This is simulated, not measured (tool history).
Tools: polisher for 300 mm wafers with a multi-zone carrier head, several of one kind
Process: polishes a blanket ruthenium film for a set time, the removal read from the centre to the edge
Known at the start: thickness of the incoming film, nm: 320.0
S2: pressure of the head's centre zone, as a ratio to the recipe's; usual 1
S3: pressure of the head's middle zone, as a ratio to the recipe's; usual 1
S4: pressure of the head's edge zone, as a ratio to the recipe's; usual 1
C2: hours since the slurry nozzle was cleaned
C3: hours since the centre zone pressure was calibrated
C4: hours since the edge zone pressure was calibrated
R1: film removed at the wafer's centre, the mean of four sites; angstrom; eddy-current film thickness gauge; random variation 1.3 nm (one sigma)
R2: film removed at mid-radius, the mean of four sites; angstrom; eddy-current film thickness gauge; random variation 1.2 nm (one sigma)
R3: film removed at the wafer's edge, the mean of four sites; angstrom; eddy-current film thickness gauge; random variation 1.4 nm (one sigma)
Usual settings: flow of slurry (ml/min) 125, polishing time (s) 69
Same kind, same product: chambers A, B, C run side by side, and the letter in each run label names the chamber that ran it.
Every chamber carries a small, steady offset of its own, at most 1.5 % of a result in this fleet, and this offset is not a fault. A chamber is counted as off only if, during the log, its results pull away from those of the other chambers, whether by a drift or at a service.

{"run": "1B", "hour": 5.4, "flow of slurry (ml/min)": 125, "S2": 1, "S3": 1, "S4": 1, "polishing time (s)": 69, "wafers polished on this pad": 764, "C2": 376.7, "C3": 532.5, "C4": 630.4, "R1": 1202.7, "R2": 1221.9, "R3": 1176.7}
{"run": "2A", "hour": 12.8, "flow of slurry (ml/min)": 125, "S2": 1, "S3": 1, "S4": 1, "polishing time (s)": 69, "wafers polished on this pad": 356, "C2": 153.1, "C3": 269.6, "C4": 81.6, "R1": 1194.6, "R2": 1182.6, "R3": 1193.9}
{"hour": 19.3, "done": "chamber B: worn pad replaced by a new one"}
{"run": "3C", "hour": 21.1, "flow of slurry (ml/min)": 125, "S2": 1, "S3": 1, "S4": 1, "polishing time (s)": 69, "wafers polished on this pad": 443, "C2": 653.9, "C3": 320, "C4": 75.3, "R1": 1193.7, "R2": 1186.3, "R3": 1219.5}
{"run": "4C", "hour": 27.8, "flow of slurry (ml/min)": 125, "S2": 1, "S3": 1, "S4": 1, "polishing time (s)": 69, "wafers polished on this pad": 535, "C2": 660.6, "C3": 326.7, "C4": 82, "R1": 1202.7, "R2": 1184.3, "R3": 1213.7}
{"run": "5A", "hour": 35.8, "flow of slurry (ml/min)": 125, "S2": 1, "S3": 1, "S4": 1, "polishing time (s)": 69, "wafers polished on this pad": 671, "C2": 176.1, "C3": 292.6, "C4": 104.6, "R1": 1193.5, "R2": 1211, "R3": 1211.7}
{"run": "6B", "hour": 45.1, "flow of slurry (ml/min)": 125, "S2": 1, "S3": 1, "S4": 1.05, "polishing time (s)": 61, "wafers polished on this pad": 354, "C2": 416.4, "C3": 572.2, "C4": 670.1, "R1": 1055.2, "R2": 1059.7, "R3": 1084.8}
{"run": "7A", "hour": 50.3, "flow of slurry (ml/min)": 125, "S2": 1, "S3": 1, "S4": 1.05, "polishing time (s)": 61, "wafers polished on this pad": 870, "C2": 190.6, "C3": 307.1, "C4": 119.1, "R1": 1062.9, "R2": 1063.4, "R3": 1116.9}
{"hour": 52.2, "done": "chamber C: slurry nozzle cleaned"}
{"run": "8B", "hour": 59.4, "flow of slurry (ml/min)": 125, "S2": 1, "S3": 1, "S4": 1.05, "polishing time (s)": 61, "wafers polished on this pad": 550, "C2": 430.7, "C3": 586.5, "C4": 684.4, "R1": 1057.4, "R2": 1072.4, "R3": 1076.2}
{"hour": 63.2, "done": "chamber A: worn pad replaced by a new one"}
{"run": "9C", "hour": 67.8, "flow of slurry (ml/min)": 125, "S2": 1, "S3": 1, "S4": 1, "polishing time (s)": 69, "wafers polished on this pad": 1083, "C2": 15.7, "C3": 366.7, "C4": 122, "R1": 1196.4, "R2": 1200.3, "R3": 1181.6}
{"run": "10A", "hour": 74.8, "flow of slurry (ml/min)": 125, "S2": 1, "S3": 1, "S4": 1, "polishing time (s)": 69, "wafers polished on this pad": 159, "C2": 215.1, "C3": 331.6, "C4": 143.6, "R1": 1155, "R2": 1191.7, "R3": 1195.5}
{"hour": 76.0, "done": "chamber B: worn pad replaced by a new one"}
{"hour": 77.7, "done": "chamber C: worn pad replaced by a new one"}
{"run": "11C", "hour": 85.7, "flow of slurry (ml/min)": 140, "S2": 1, "S3": 1, "S4": 1, "polishing time (s)": 50, "wafers polished on this pad": 110, "C2": 33.6, "C3": 384.6, "C4": 139.9, "R1": 888.66, "R2": 886.38, "R3": 887.7}
{"hour": 90.0, "done": "chamber B: centre zone pressure recalibrated"}
{"run": "12B", "hour": 96.6, "flow of slurry (ml/min)": 140, "S2": 1, "S3": 1, "S4": 1, "polishing time (s)": 50, "wafers polished on this pad": 283, "C2": 467.9, "C3": 6.7, "C4": 721.6, "R1": 881.45, "R2": 884.24, "R3": 897.59}
{"run": "13B", "hour": 107.5, "flow of slurry (ml/min)": 140, "S2": 1, "S3": 1, "S4": 1, "polishing time (s)": 50, "wafers polished on this pad": 432, "C2": 478.8, "C3": 17.6, "C4": 732.5, "R1": 881.68, "R2": 898.05, "R3": 886.41}
{"run": "14C", "hour": 115.8, "flow of slurry (ml/min)": 125, "S2": 1, "S3": 0.91, "S4": 1, "polishing time (s)": 69, "wafers polished on this pad": 523, "C2": 63.7, "C3": 414.7, "C4": 170, "R1": 1202.4, "R2": 1097.3, "R3": 1186.3}
{"run": "15A", "hour": 123.8, "flow of slurry (ml/min)": 125, "S2": 1, "S3": 0.91, "S4": 1, "polishing time (s)": 69, "wafers polished on this pad": 831, "C2": 264.1, "C3": 380.6, "C4": 192.6, "R1": 1206.7, "R2": 1105.9, "R3": 1198.9}
{"hour": 125.3, "done": "chamber A: worn pad replaced by a new one"}
{"run": "16A", "hour": 129.8, "flow of slurry (ml/min)": 125, "S2": 1, "S3": 0.91, "S4": 1, "polishing time (s)": 69, "wafers polished on this pad": 62, "C2": 270.1, "C3": 386.6, "C4": 198.6, "R1": 1246.8, "R2": 1096.1, "R3": 1190.6}
{"hour": 137.3, "done": "chamber B: worn pad replaced by a new one"}
{"run": "17C", "hour": 138.2, "flow of slurry (ml/min)": 125, "S2": 1, "S3": 1, "S4": 1, "polishing time (s)": 69, "wafers polished on this pad": 830, "C2": 86.1, "C3": 437.1, "C4": 192.4, "R1": 1224.3, "R2": 1183.1, "R3": 1220.7}
{"run": "18B", "hour": 145.6, "flow of slurry (ml/min)": 125, "S2": 1, "S3": 1, "S4": 1, "polishing time (s)": 69, "wafers polished on this pad": 114, "C2": 516.9, "C3": 55.7, "C4": 770.6, "R1": 1179.5, "R2": 1186.3, "R3": 1202.9}
{"run": "19A", "hour": 151.3, "flow of slurry (ml/min)": 125, "S2": 1, "S3": 1, "S4": 1, "polishing time (s)": 69, "wafers polished on this pad": 357, "C2": 291.6, "C3": 408.1, "C4": 220.1, "R1": 1231.8, "R2": 1200.2, "R3": 1206.2}
{"run": "20C", "hour": 159.9, "flow of slurry (ml/min)": 125, "S2": 1, "S3": 1, "S4": 1, "polishing time (s)": 69, "wafers polished on this pad": 1128, "C2": 107.8, "C3": 458.8, "C4": 214.1, "R1": 1223.5, "R2": 1200.1, "R3": 1201.1}
{"run": "21B", "hour": 166.0, "flow of slurry (ml/min)": 125, "S2": 1.1, "S3": 1, "S4": 1, "polishing time (s)": 82, "wafers polished on this pad": 394, "C2": 537.3, "C3": 76.1, "C4": 791, "R1": 1575.1, "R2": 1429.8, "R3": 1398.9}
{"run": "22B", "hour": 175.8, "flow of slurry (ml/min)": 125, "S2": 1.1, "S3": 1, "S4": 1, "polishing time (s)": 82, "wafers polished on this pad": 528, "C2": 547.1, "C3": 85.9, "C4": 800.8, "R1": 1560.8, "R2": 1432.2, "R3": 1416.8}
{"hour": 180.7, "done": "chamber C: worn pad replaced by a new one"}
{"run": "23A", "hour": 181.5, "flow of slurry (ml/min)": 125, "S2": 1.1, "S3": 1, "S4": 1, "polishing time (s)": 82, "wafers polished on this pad": 771, "C2": 321.8, "C3": 438.3, "C4": 250.3, "R1": 1640.5, "R2": 1442, "R3": 1445.5}
{"run": "24C", "hour": 187.7, "flow of slurry (ml/min)": 125, "S2": 1, "S3": 0.96, "S4": 0.93, "polishing time (s)": 69, "wafers polished on this pad": 96, "C2": 135.6, "C3": 486.6, "C4": 241.9, "R1": 1204.8, "R2": 1158.1, "R3": 1154.1}
{"hour": 190.5, "done": "chamber A: worn pad replaced by a new one"}
{"hour": 192.1, "done": "chamber B: worn pad replaced by a new one"}
{"run": "25B", "hour": 194.9, "flow of slurry (ml/min)": 125, "S2": 1, "S3": 0.96, "S4": 0.93, "polishing time (s)": 69, "wafers polished on this pad": 39, "C2": 566.2, "C3": 105, "C4": 819.9, "R1": 1191.4, "R2": 1153.9, "R3": 1156.8}
{"run": "26A", "hour": 200.0, "flow of slurry (ml/min)": 125, "S2": 1, "S3": 0.96, "S4": 0.93, "polishing time (s)": 69, "wafers polished on this pad": 130, "C2": 340.3, "C3": 456.8, "C4": 268.8, "R1": 1258, "R2": 1149.5, "R3": 1178.7}
{"hour": 205.6, "done": "chamber A: slurry nozzle cleaned"}
{"run": "27C", "hour": 210.4, "flow of slurry (ml/min)": 155, "S2": 1, "S3": 1, "S4": 1, "polishing time (s)": 69, "wafers polished on this pad": 407, "C2": 158.3, "C3": 509.3, "C4": 264.6, "R1": 1255.4, "R2": 1249.3, "R3": 1240.7}
{"run": "28C", "hour": 215.5, "flow of slurry (ml/min)": 155, "S2": 1, "S3": 1, "S4": 1, "polishing time (s)": 69, "wafers polished on this pad": 477, "C2": 163.4, "C3": 514.4, "C4": 269.7, "R1": 1262.5, "R2": 1266.2, "R3": 1271.6}
{"run": "29B", "hour": 222.9, "flow of slurry (ml/min)": 155, "S2": 1, "S3": 1, "S4": 1, "polishing time (s)": 69, "wafers polished on this pad": 422, "C2": 594.2, "C3": 133, "C4": 847.9, "R1": 1263.4, "R2": 1258.4, "R3": 1211.4}
{"run": "30A", "hour": 229.3, "flow of slurry (ml/min)": 125, "S2": 1, "S3": 0.89, "S4": 1, "polishing time (s)": 69, "wafers polished on this pad": 532, "C2": 23.7, "C3": 486.1, "C4": 298.1, "R1": 1264.5, "R2": 1081.6, "R3": 1194.6}
{"run": "31C", "hour": 238.9, "flow of slurry (ml/min)": 125, "S2": 1, "S3": 0.89, "S4": 1, "polishing time (s)": 69, "wafers polished on this pad": 798, "C2": 186.8, "C3": 537.8, "C4": 293.1, "R1": 1175.1, "R2": 1082.5, "R3": 1204.5}
{"run": "32A", "hour": 247.1, "flow of slurry (ml/min)": 125, "S2": 1, "S3": 0.89, "S4": 1, "polishing time (s)": 69, "wafers polished on this pad": 776, "C2": 41.5, "C3": 503.9, "C4": 315.9, "R1": 1287.1, "R2": 1098.2, "R3": 1221.6}
{"hour": 252.3, "done": "chamber B: worn pad replaced by a new one"}
{"run": "33B", "hour": 256.7, "flow of slurry (ml/min)": 125, "S2": 1, "S3": 1, "S4": 1, "polishing time (s)": 69, "wafers polished on this pad": 61, "C2": 628, "C3": 166.8, "C4": 881.7, "R1": 1211.3, "R2": 1217.1, "R3": 1193}
{"hour": 259.0, "done": "chamber A: worn pad replaced by a new one"}
{"run": "34B", "hour": 264.4, "flow of slurry (ml/min)": 125, "S2": 1, "S3": 1, "S4": 1, "polishing time (s)": 69, "wafers polished on this pad": 166, "C2": 635.7, "C3": 174.5, "C4": 889.4, "R1": 1204.8, "R2": 1197.2, "R3": 1216.3}
{"hour": 267.5, "done": "chamber C: worn pad replaced by a new one"}
{"run": "35C", "hour": 274.4, "flow of slurry (ml/min)": 125, "S2": 1, "S3": 1, "S4": 1, "polishing time (s)": 69, "wafers polished on this pad": 95, "C2": 222.3, "C3": 573.3, "C4": 328.6, "R1": 1204.7, "R2": 1198.2, "R3": 1218.3}
{"run": "36A", "hour": 284.6, "flow of slurry (ml/min)": 125, "S2": 1, "S3": 1, "S4": 1, "polishing time (s)": 69, "wafers polished on this pad": 351, "C2": 79, "C3": 541.4, "C4": 353.4, "R1": 1328.4, "R2": 1201.2, "R3": 1217.8}
{"run": "37B", "hour": 290.3, "flow of slurry (ml/min)": 125, "S2": 1, "S3": 1, "S4": 1, "polishing time (s)": 69, "wafers polished on this pad": 521, "C2": 661.6, "C3": 200.4, "C4": 915.3, "R1": 1185.4, "R2": 1202, "R3": 1198.3}
{"run": "38A", "hour": 297.3, "flow of slurry (ml/min)": 125, "S2": 1, "S3": 1, "S4": 1, "polishing time (s)": 69, "wafers polished on this pad": 525, "C2": 91.7, "C3": 554.1, "C4": 366.1, "R1": 1316.3, "R2": 1218.8, "R3": 1204.2}
{"run": "39C", "hour": 303.8, "flow of slurry (ml/min)": 125, "S2": 1, "S3": 0.96, "S4": 1, "polishing time (s)": 55, "wafers polished on this pad": 498, "C2": 251.7, "C3": 602.7, "C4": 358, "R1": 939.15, "R2": 927.38, "R3": 956.59}

Next, every chamber runs the same settings. What will each give?
{"run": "40A", "hour": 311.8, "flow of slurry (ml/min)": 125, "S2": 0.9, "S3": 1, "S4": 1, "polishing time (s)": 69, "R1": "?", "R2": "?", "R3": "?"}
{"run": "40B", "hour": 311.8, "flow of slurry (ml/min)": 125, "S2": 0.9, "S3": 1, "S4": 1, "polishing time (s)": 69, "R1": "?", "R2": "?", "R3": "?"}
{"run": "40C", "hour": 311.8, "flow of slurry (ml/min)": 125, "S2": 0.9, "S3": 1, "S4": 1, "polishing time (s)": 69, "R1": "?", "R2": "?", "R3": "?"}

run=40A R1=1200.4 R2=1199.9 R3=1186
run=40B R1=1060.9 R2=1198.6 R3=1205.6
run=40C R1=1080 R2=1168.8 R3=1187.3
